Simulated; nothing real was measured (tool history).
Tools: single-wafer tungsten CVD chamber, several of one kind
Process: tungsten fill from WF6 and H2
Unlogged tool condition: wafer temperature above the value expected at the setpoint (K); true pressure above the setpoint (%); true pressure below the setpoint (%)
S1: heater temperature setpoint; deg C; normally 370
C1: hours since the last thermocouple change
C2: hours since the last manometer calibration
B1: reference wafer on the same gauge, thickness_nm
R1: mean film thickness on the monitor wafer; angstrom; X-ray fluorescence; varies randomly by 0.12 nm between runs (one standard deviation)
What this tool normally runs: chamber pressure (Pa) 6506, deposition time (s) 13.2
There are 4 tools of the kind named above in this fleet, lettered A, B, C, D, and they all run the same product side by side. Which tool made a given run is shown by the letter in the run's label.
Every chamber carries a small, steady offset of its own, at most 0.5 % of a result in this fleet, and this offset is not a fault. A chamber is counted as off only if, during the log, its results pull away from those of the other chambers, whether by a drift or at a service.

run 1B day=0.275 | S1=370 chamber_pressure_(Pa)=6506 deposition_time_(s)=13.2 | C1=809.8 C2=3258.3 | B1=27.495 | R1=266.44
run 2A day=0.512 | S1=370 chamber_pressure_(Pa)=6506 deposition_time_(s)=13.2 | C1=1179.1 C2=925.7 | B1=27.468 | R1=266.58
run 3D day=0.838 | S1=370 chamber_pressure_(Pa)=6506 deposition_time_(s)=13.2 | C1=938.8 C2=725.0 | B1=27.545 | R1=265.41
-- day=0.908 chamber A: thermocouple changed; heater temperature recalibrated
run 4C day=1.071 | S1=370 chamber_pressure_(Pa)=6506 deposition_time_(s)=13.2 | C1=1437.5 C2=2212.8 | B1=27.477 | R1=261.86
run 5D day=1.442 | S1=370 chamber_pressure_(Pa)=6506 deposition_time_(s)=11.7 | C1=953.3 C2=739.5 | B1=27.497 | R1=237.52
run 6B day=1.708 | S1=370 chamber_pressure_(Pa)=6506 deposition_time_(s)=11.7 | C1=844.2 C2=3292.7 | B1=27.535 | R1=235.70
run 7A day=1.962 | S1=370 chamber_pressure_(Pa)=6506 deposition_time_(s)=11.7 | C1=25.3 C2=960.5 | B1=27.518 | R1=235.62
run 8C day=2.162 | S1=370 chamber_pressure_(Pa)=6506 deposition_time_(s)=11.7 | C1=1463.7 C2=2239.0 | B1=27.499 | R1=236.83
run 9D day=2.404 | S1=370 chamber_pressure_(Pa)=6506 deposition_time_(s)=13.2 | C1=976.4 C2=762.6 | B1=27.496 | R1=265.76
-- day=2.742 chamber B: capacitance manometer re-zeroed and calibrated
run 10A day=2.817 | S1=370 chamber_pressure_(Pa)=6506 deposition_time_(s)=13.2 | C1=45.8 C2=981.0 | B1=27.505 | R1=265.23
run 11B day=3.075 | S1=370 chamber_pressure_(Pa)=6506 deposition_time_(s)=13.2 | C1=877.0 C2=8.1 | B1=27.501 | R1=265.32
run 12C day=3.300 | S1=370 chamber_pressure_(Pa)=6506 deposition_time_(s)=13.2 | C1=1491.0 C2=2266.3 | B1=27.479 | R1=264.53
run 13D day=3.483 | S1=370 chamber_pressure_(Pa)=6506 deposition_time_(s)=13.2 | C1=1002.3 C2=788.5 | B1=27.517 | R1=265.03
run 14A day=3.758 | S1=370 chamber_pressure_(Pa)=6506 deposition_time_(s)=13.2 | C1=68.4 C2=1003.6 | B1=27.469 | R1=265.45
run 15B day=4.092 | S1=370 chamber_pressure_(Pa)=6506 deposition_time_(s)=13.2 | C1=901.4 C2=32.5 | B1=27.492 | R1=264.22
run 16C day=4.371 | S1=370 chamber_pressure_(Pa)=7999 deposition_time_(s)=13.2 | C1=1516.7 C2=2292.0 | B1=27.499 | R1=290.93
run 17B day=4.692 | S1=370 chamber_pressure_(Pa)=7999 deposition_time_(s)=13.2 | C1=915.8 C2=46.9 | B1=27.520 | R1=289.61
run 18D day=5.088 | S1=370 chamber_pressure_(Pa)=7999 deposition_time_(s)=13.2 | C1=1040.8 C2=827.0 | B1=27.471 | R1=290.23
run 19C day=5.333 | S1=370 chamber_pressure_(Pa)=7999 deposition_time_(s)=13.2 | C1=1539.8 C2=2315.1 | B1=27.506 | R1=289.96
run 20A day=5.533 | S1=370 chamber_pressure_(Pa)=6506 deposition_time_(s)=13.2 | C1=111.0 C2=1046.2 | B1=27.512 | R1=265.02
run 21B day=5.838 | S1=375 chamber_pressure_(Pa)=6506 deposition_time_(s)=14.4 | C1=943.3 C2=74.4 | B1=27.458 | R1=324.96
run 22A day=6.146 | S1=375 chamber_pressure_(Pa)=6506 deposition_time_(s)=14.4 | C1=125.7 C2=1060.9 | B1=27.478 | R1=320.97
run 23C day=6.483 | S1=375 chamber_pressure_(Pa)=6506 deposition_time_(s)=14.4 | C1=1567.4 C2=2342.7 | B1=27.498 | R1=322.20
run 24D day=6.858 | S1=375 chamber_pressure_(Pa)=6506 deposition_time_(s)=14.4 | C1=1083.3 C2=869.5 | B1=27.502 | R1=322.21
run 25C day=7.125 | S1=370 chamber_pressure_(Pa)=6506 deposition_time_(s)=13.2 | C1=1582.8 C2=2358.1 | B1=27.504 | R1=264.87
run 26D day=7.367 | S1=370 chamber_pressure_(Pa)=6506 deposition_time_(s)=13.2 | C1=1095.5 C2=881.7 | B1=27.538 | R1=265.62
run 27A day=7.654 | S1=370 chamber_pressure_(Pa)=6506 deposition_time_(s)=13.2 | C1=161.9 C2=1097.1 | B1=27.539 | R1=264.68
run 28B day=8.062 | S1=370 chamber_pressure_(Pa)=6506 deposition_time_(s)=13.2 | C1=996.7 C2=127.8 | B1=27.495 | R1=265.51
run 29A day=8.329 | S1=370 chamber_pressure_(Pa)=6506 deposition_time_(s)=13.2 | C1=178.1 C2=1113.3 | B1=27.513 | R1=266.76
run 30D day=8.692 | S1=370 chamber_pressure_(Pa)=6506 deposition_time_(s)=13.2 | C1=1127.3 C2=913.5 | B1=27.495 | R1=266.19
run 31C day=8.962 | S1=370 chamber_pressure_(Pa)=6506 deposition_time_(s)=13.2 | C1=1626.9 C2=2402.2 | B1=27.534 | R1=266.08
run 32B day=9.250 | S1=370 chamber_pressure_(Pa)=6506 deposition_time_(s)=13.2 | C1=1025.2 C2=156.3 | B1=27.547 | R1=265.50
run 33C day=9.654 | S1=370 chamber_pressure_(Pa)=6506 deposition_time_(s)=13.2 | C1=1643.5 C2=2418.8 | B1=27.516 | R1=264.80
run 34D day=9.929 | S1=370 chamber_pressure_(Pa)=6506 deposition_time_(s)=13.2 | C1=1157.0 C2=943.2 | B1=27.511 | R1=265.51
run 35A day=10.212 | S1=370 chamber_pressure_(Pa)=6506 deposition_time_(s)=13.2 | C1=223.3 C2=1158.5 | B1=27.488 | R1=265.56

Which is it: a chamber that has drifted or been left off by a service, a gauge drift common to all chambers, or only each chamber's usual small offset? If a chamber is off, name it and its likeliest cause.

No chamber stands off beyond its own small offset, and the gauge holds steady.
